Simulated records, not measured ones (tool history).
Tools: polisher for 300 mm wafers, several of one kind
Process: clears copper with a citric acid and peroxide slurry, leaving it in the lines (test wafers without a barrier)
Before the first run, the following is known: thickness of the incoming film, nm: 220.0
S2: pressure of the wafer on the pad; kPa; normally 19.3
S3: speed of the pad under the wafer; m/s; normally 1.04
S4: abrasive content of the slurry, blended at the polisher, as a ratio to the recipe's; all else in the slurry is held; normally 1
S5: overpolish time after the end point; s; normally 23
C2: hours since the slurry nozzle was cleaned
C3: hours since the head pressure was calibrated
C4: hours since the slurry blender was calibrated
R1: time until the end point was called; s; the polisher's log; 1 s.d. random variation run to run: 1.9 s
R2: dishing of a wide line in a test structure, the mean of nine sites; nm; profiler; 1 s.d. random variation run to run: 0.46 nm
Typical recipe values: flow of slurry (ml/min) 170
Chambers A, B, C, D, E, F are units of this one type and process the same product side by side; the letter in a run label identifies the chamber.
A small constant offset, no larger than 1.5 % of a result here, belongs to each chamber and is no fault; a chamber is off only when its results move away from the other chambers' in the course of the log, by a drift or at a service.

{"run": "1F", "hour": 8.9, "flow of slurry (ml/min)": 170, "S2": 19.3, "S3": 1.04, "S4": 1, "S5": 23, "wafers polished on this pad": 354, "C2": 444.5, "C3": 731.3, "C4": 80.9, "R1": 120.88, "R2": 18.262}
{"run": "2D", "hour": 16.1, "flow of slurry (ml/min)": 170, "S2": 19.3, "S3": 1.04, "S4": 1, "S5": 23, "wafers polished on this pad": 144, "C2": 406.3, "C3": 583.4, "C4": 131.5, "R1": 119.74, "R2": 19.338}
{"run": "3C", "hour": 22.3, "flow of slurry (ml/min)": 170, "S2": 19.3, "S3": 1.04, "S4": 1, "S5": 23, "wafers polished on this pad": 278, "C2": 337.8, "C3": 686.8, "C4": 119.3, "R1": 119.55, "R2": 18.712}
{"run": "4A", "hour": 31.0, "flow of slurry (ml/min)": 170, "S2": 19.3, "S3": 1.04, "S4": 1, "S5": 23, "wafers polished on this pad": 474, "C2": 186.3, "C3": 1002.9, "C4": 138.5, "R1": 115.44, "R2": 18.275}
{"run": "5B", "hour": 39.2, "flow of slurry (ml/min)": 170, "S2": 19.3, "S3": 1.04, "S4": 1, "S5": 23, "wafers polished on this pad": 578, "C2": 462.8, "C3": 596.7, "C4": 158, "R1": 117.77, "R2": 18.335}
{"run": "6E", "hour": 44.7, "flow of slurry (ml/min)": 170, "S2": 19.3, "S3": 1.04, "S4": 1, "S5": 23, "wafers polished on this pad": 1383, "C2": 238.8, "C3": 326.4, "C4": 109.7, "R1": 115.39, "R2": 18.343}
{"run": "7F", "hour": 53.3, "flow of slurry (ml/min)": 170, "S2": 19.3, "S3": 1.04, "S4": 1.25, "S5": 15, "wafers polished on this pad": 586, "C2": 488.9, "C3": 775.7, "C4": 125.3, "R1": 112.18, "R2": 15.093}
{"hour": 59.6, "done": "chamber E: worn pad replaced by a new one"}
{"run": "8E", "hour": 62.7, "flow of slurry (ml/min)": 170, "S2": 19.3, "S3": 1.04, "S4": 1.25, "S5": 15, "wafers polished on this pad": 16, "C2": 256.8, "C3": 344.4, "C4": 127.7, "R1": 111.98, "R2": 14.94}
{"hour": 65.6, "done": "chamber A: worn pad replaced by a new one"}
{"run": "9A", "hour": 67.6, "flow of slurry (ml/min)": 170, "S2": 19.3, "S3": 1.04, "S4": 1.25, "S5": 15, "wafers polished on this pad": 10, "C2": 222.9, "C3": 1039.5, "C4": 175.1, "R1": 114.59, "R2": 15.424}
{"run": "10C", "hour": 76.5, "flow of slurry (ml/min)": 170, "S2": 19.3, "S3": 1.04, "S4": 1.25, "S5": 15, "wafers polished on this pad": 562, "C2": 392, "C3": 741, "C4": 173.5, "R1": 109.13, "R2": 15.306}
{"run": "11D", "hour": 85.7, "flow of slurry (ml/min)": 170, "S2": 19.3, "S3": 1.04, "S4": 1.25, "S5": 15, "wafers polished on this pad": 508, "C2": 475.9, "C3": 653, "C4": 201.1, "R1": 111.88, "R2": 15.632}
{"run": "12B", "hour": 95.0, "flow of slurry (ml/min)": 170, "S2": 19.3, "S3": 1.04, "S4": 1.25, "S5": 15, "wafers polished on this pad": 869, "C2": 518.6, "C3": 652.5, "C4": 213.8, "R1": 111.09, "R2": 15.032}
{"hour": 102.8, "done": "chamber F: head pressure recalibrated"}
{"run": "13B", "hour": 103.1, "flow of slurry (ml/min)": 170, "S2": 19.3, "S3": 1.04, "S4": 1, "S5": 23, "wafers polished on this pad": 912, "C2": 526.7, "C3": 660.6, "C4": 221.9, "R1": 115.25, "R2": 18.652}
{"run": "14C", "hour": 112.0, "flow of slurry (ml/min)": 170, "S2": 19.3, "S3": 1.04, "S4": 1, "S5": 23, "wafers polished on this pad": 747, "C2": 427.5, "C3": 776.5, "C4": 209, "R1": 113.47, "R2": 18.754}
{"hour": 117.6, "done": "chamber C: head pressure recalibrated"}
{"run": "15E", "hour": 118.6, "flow of slurry (ml/min)": 170, "S2": 19.3, "S3": 1.04, "S4": 1, "S5": 23, "wafers polished on this pad": 308, "C2": 312.7, "C3": 400.3, "C4": 183.6, "R1": 117.11, "R2": 18.53}
{"hour": 126.3, "done": "chamber B: head pressure recalibrated"}
{"run": "16F", "hour": 127.9, "flow of slurry (ml/min)": 170, "S2": 19.3, "S3": 1.04, "S4": 1, "S5": 23, "wafers polished on this pad": 976, "C2": 563.5, "C3": 25.1, "C4": 199.9, "R1": 116.65, "R2": 18.97}
{"hour": 133.1, "done": "chamber F: slurry nozzle cleaned"}
{"run": "17D", "hour": 136.7, "flow of slurry (ml/min)": 170, "S2": 19.3, "S3": 1.04, "S4": 1, "S5": 23, "wafers polished on this pad": 775, "C2": 526.9, "C3": 704, "C4": 252.1, "R1": 119.94, "R2": 19.344}
{"hour": 140.7, "done": "chamber E: slurry blender recalibrated"}
{"hour": 141.0, "done": "chamber F: slurry blender recalibrated"}
{"run": "18A", "hour": 144.2, "flow of slurry (ml/min)": 170, "S2": 19.3, "S3": 1.04, "S4": 1, "S5": 23, "wafers polished on this pad": 410, "C2": 299.5, "C3": 1116.1, "C4": 251.7, "R1": 118.99, "R2": 18.156}
{"hour": 144.8, "done": "chamber D: slurry blender recalibrated"}
{"run": "19E", "hour": 151.3, "flow of slurry (ml/min)": 170, "S2": 19.3, "S3": 1.04, "S4": 1, "S5": 23, "wafers polished on this pad": 479, "C2": 345.4, "C3": 433, "C4": 10.6, "R1": 119.03, "R2": 18.71}
{"run": "20F", "hour": 160.2, "flow of slurry (ml/min)": 170, "S2": 19.3, "S3": 1.04, "S4": 1, "S5": 23, "wafers polished on this pad": 1145, "C2": 27.2, "C3": 57.4, "C4": 19.2, "R1": 121.07, "R2": 18.644}
{"hour": 165.1, "done": "chamber E: slurry nozzle cleaned"}
{"run": "21C", "hour": 168.6, "flow of slurry (ml/min)": 170, "S2": 19.3, "S3": 1.04, "S4": 1.15, "S5": 23, "wafers polished on this pad": 1043, "C2": 484.1, "C3": 51.1, "C4": 265.6, "R1": 113.34, "R2": 18.724}
{"hour": 175.0, "done": "chamber A: worn pad replaced by a new one"}
{"run": "22D", "hour": 177.6, "flow of slurry (ml/min)": 170, "S2": 19.3, "S3": 1.04, "S4": 1.15, "S5": 23, "wafers polished on this pad": 989, "C2": 567.8, "C3": 744.9, "C4": 32.9, "R1": 112.31, "R2": 18.245}
{"run": "23B", "hour": 186.5, "flow of slurry (ml/min)": 170, "S2": 19.3, "S3": 1.04, "S4": 1.15, "S5": 23, "wafers polished on this pad": 1348, "C2": 610.1, "C3": 60.2, "C4": 305.3, "R1": 115.15, "R2": 18.223}
{"hour": 188.2, "done": "chamber A: slurry blender recalibrated"}
{"hour": 188.9, "done": "chamber B: worn pad replaced by a new one"}
{"hour": 191.7, "done": "chamber D: worn pad replaced by a new one"}
{"hour": 192.5, "done": "chamber C: worn pad replaced by a new one"}
{"run": "24A", "hour": 193.9, "flow of slurry (ml/min)": 170, "S2": 19.3, "S3": 1.04, "S4": 1.15, "S5": 23, "wafers polished on this pad": 98, "C2": 349.2, "C3": 1165.8, "C4": 5.7, "R1": 117.79, "R2": 18.37}
{"run": "25A", "hour": 198.7, "flow of slurry (ml/min)": 170, "S2": 19.3, "S3": 1.04, "S4": 1.15, "S5": 23, "wafers polished on this pad": 124, "C2": 354, "C3": 1170.6, "C4": 10.5, "R1": 113.36, "R2": 18.7}
{"hour": 206.5, "done": "chamber C: slurry nozzle cleaned"}
{"run": "26B", "hour": 207.4, "flow of slurry (ml/min)": 170, "S2": 19.3, "S3": 1.04, "S4": 1.15, "S5": 23, "wafers polished on this pad": 97, "C2": 631, "C3": 81.1, "C4": 326.2, "R1": 114.12, "R2": 19.29}
{"run": "27E", "hour": 212.6, "flow of slurry (ml/min)": 145, "S2": 19.3, "S3": 1.04, "S4": 1, "S5": 23, "wafers polished on this pad": 800, "C2": 47.5, "C3": 494.3, "C4": 71.9, "R1": 121.32, "R2": 18.536}
{"run": "28D", "hour": 220.1, "flow of slurry (ml/min)": 145, "S2": 19.3, "S3": 1.04, "S4": 1, "S5": 23, "wafers polished on this pad": 148, "C2": 610.3, "C3": 787.4, "C4": 75.4, "R1": 117.73, "R2": 19.195}
{"hour": 220.7, "done": "chamber A: head pressure recalibrated"}
{"run": "29F", "hour": 226.7, "flow of slurry (ml/min)": 145, "S2": 19.3, "S3": 1.04, "S4": 1, "S5": 23, "wafers polished on this pad": 1493, "C2": 93.7, "C3": 123.9, "C4": 85.7, "R1": 128.95, "R2": 17.83}
{"run": "30C", "hour": 234.0, "flow of slurry (ml/min)": 145, "S2": 19.3, "S3": 1.04, "S4": 1, "S5": 23, "wafers polished on this pad": 216, "C2": 27.6, "C3": 116.5, "C4": 331, "R1": 117.2, "R2": 17.825}
{"run": "31F", "hour": 243.6, "flow of slurry (ml/min)": 145, "S2": 19.3, "S3": 1.04, "S4": 1, "S5": 23, "wafers polished on this pad": 1581, "C2": 110.6, "C3": 140.8, "C4": 102.6, "R1": 130.25, "R2": 18.226}
{"run": "32A", "hour": 251.5, "flow of slurry (ml/min)": 145, "S2": 19.3, "S3": 1.04, "S4": 1, "S5": 23, "wafers polished on this pad": 399, "C2": 406.8, "C3": 30.9, "C4": 63.3, "R1": 120.9, "R2": 18.289}
{"run": "33D", "hour": 256.1, "flow of slurry (ml/min)": 170, "S2": 19.3, "S3": 1.04, "S4": 1, "S5": 23, "wafers polished on this pad": 337, "C2": 646.3, "C3": 823.4, "C4": 111.4, "R1": 120.66, "R2": 18.494}
{"run": "34C", "hour": 263.4, "flow of slurry (ml/min)": 170, "S2": 19.3, "S3": 1.04, "S4": 1, "S5": 23, "wafers polished on this pad": 370, "C2": 57, "C3": 145.9, "C4": 360.4, "R1": 115.17, "R2": 18.754}
{"hour": 263.7, "done": "chamber B: slurry blender recalibrated"}
{"run": "35E", "hour": 268.4, "flow of slurry (ml/min)": 170, "S2": 15.9, "S3": 1.26, "S4": 1, "S5": 23, "wafers polished on this pad": 1091, "C2": 103.3, "C3": 550.1, "C4": 127.7, "R1": 114.82, "R2": 18.794}
{"run": "36B", "hour": 274.5, "flow of slurry (ml/min)": 170, "S2": 15.9, "S3": 1.26, "S4": 1, "S5": 23, "wafers polished on this pad": 447, "C2": 698.1, "C3": 148.2, "C4": 10.9, "R1": 120.13, "R2": 18.279}
{"hour": 280.4, "done": "chamber C: slurry blender recalibrated"}
{"run": "37F", "hour": 280.4, "flow of slurry (ml/min)": 170, "S2": 15.9, "S3": 1.26, "S4": 1, "S5": 23, "wafers polished on this pad": 1773, "C2": 147.4, "C3": 177.6, "C4": 139.4, "R1": 130.5, "R2": 17.958}
{"run": "38D", "hour": 286.0, "flow of slurry (ml/min)": 170, "S2": 15.9, "S3": 1.26, "S4": 1, "S5": 23, "wafers polished on this pad": 493, "C2": 676.2, "C3": 853.3, "C4": 141.3, "R1": 116.33, "R2": 18.635}
{"run": "39C", "hour": 294.9, "flow of slurry (ml/min)": 170, "S2": 15.9, "S3": 1.26, "S4": 1, "S5": 23, "wafers polished on this pad": 535, "C2": 88.5, "C3": 177.4, "C4": 14.6, "R1": 112.28, "R2": 18.933}
{"run": "40B", "hour": 305.1, "flow of slurry (ml/min)": 170, "S2": 15.9, "S3": 1.26, "S4": 1, "S5": 23, "wafers polished on this pad": 607, "C2": 728.7, "C3": 178.8, "C4": 41.5, "R1": 115.21, "R2": 19.135}

Is one chamber off against the others, does the gauge drift, or is nothing wrong? If a chamber is off, say which, and what the likeliest cause is.

Chamber F drifts away from the others.
What lies behind it: removal rate lost through wear of the pad, % = 12.1.
The log might look much the same if the cause were instead: head's pressure below its setpoint, %.

Below are 4 candidate recipes for chamber F's next run, each the usual settings with a change, their results shown as question marks. Which of them brings F's results back in line with what the other chambers give on the usual settings?
To be in line, a result may differ from the other chambers' mean on the usual settings by at most: R1 6.6 s; R2 1.6 nm
{"run": "41F-1", "hour": 312.4, "flow of slurry (ml/min)": 165, "S2": 17.2, "S3": 0.92, "S4": 1, "S5": 24, "R1": "?", "R2": "?"}
{"run": "41F-2", "hour": 312.4, "flow of slurry (ml/min)": 170, "S2": 17.9, "S3": 0.98, "S4": 1, "S5": 24, "R1": "?", "R2": "?"}
{"run": "41F-3", "hour": 312.4, "flow of slurry (ml/min)": 175, "S2": 21.4, "S3": 1.16, "S4": 1, "S5": 22, "R1": "?", "R2": "?"}
{"run": "41F-4", "hour": 312.4, "flow of slurry (ml/min)": 170, "S2": 20.7, "S3": 1.1, "S4": 1, "S5": 22, "R1": "?", "R2": "?"}

What the other chambers average on the usual settings: R1 117.21 s; R2 18.67 nm
run=41F-1 R1=166.6 R2=15.89
run=41F-2 R1=150.18 R2=16.848
run=41F-3 R1=106.91 R2=19.16
run=41F-4 R1=116.78 R2=18.379
It is 41F-4 that realigns the chamber with its peers.
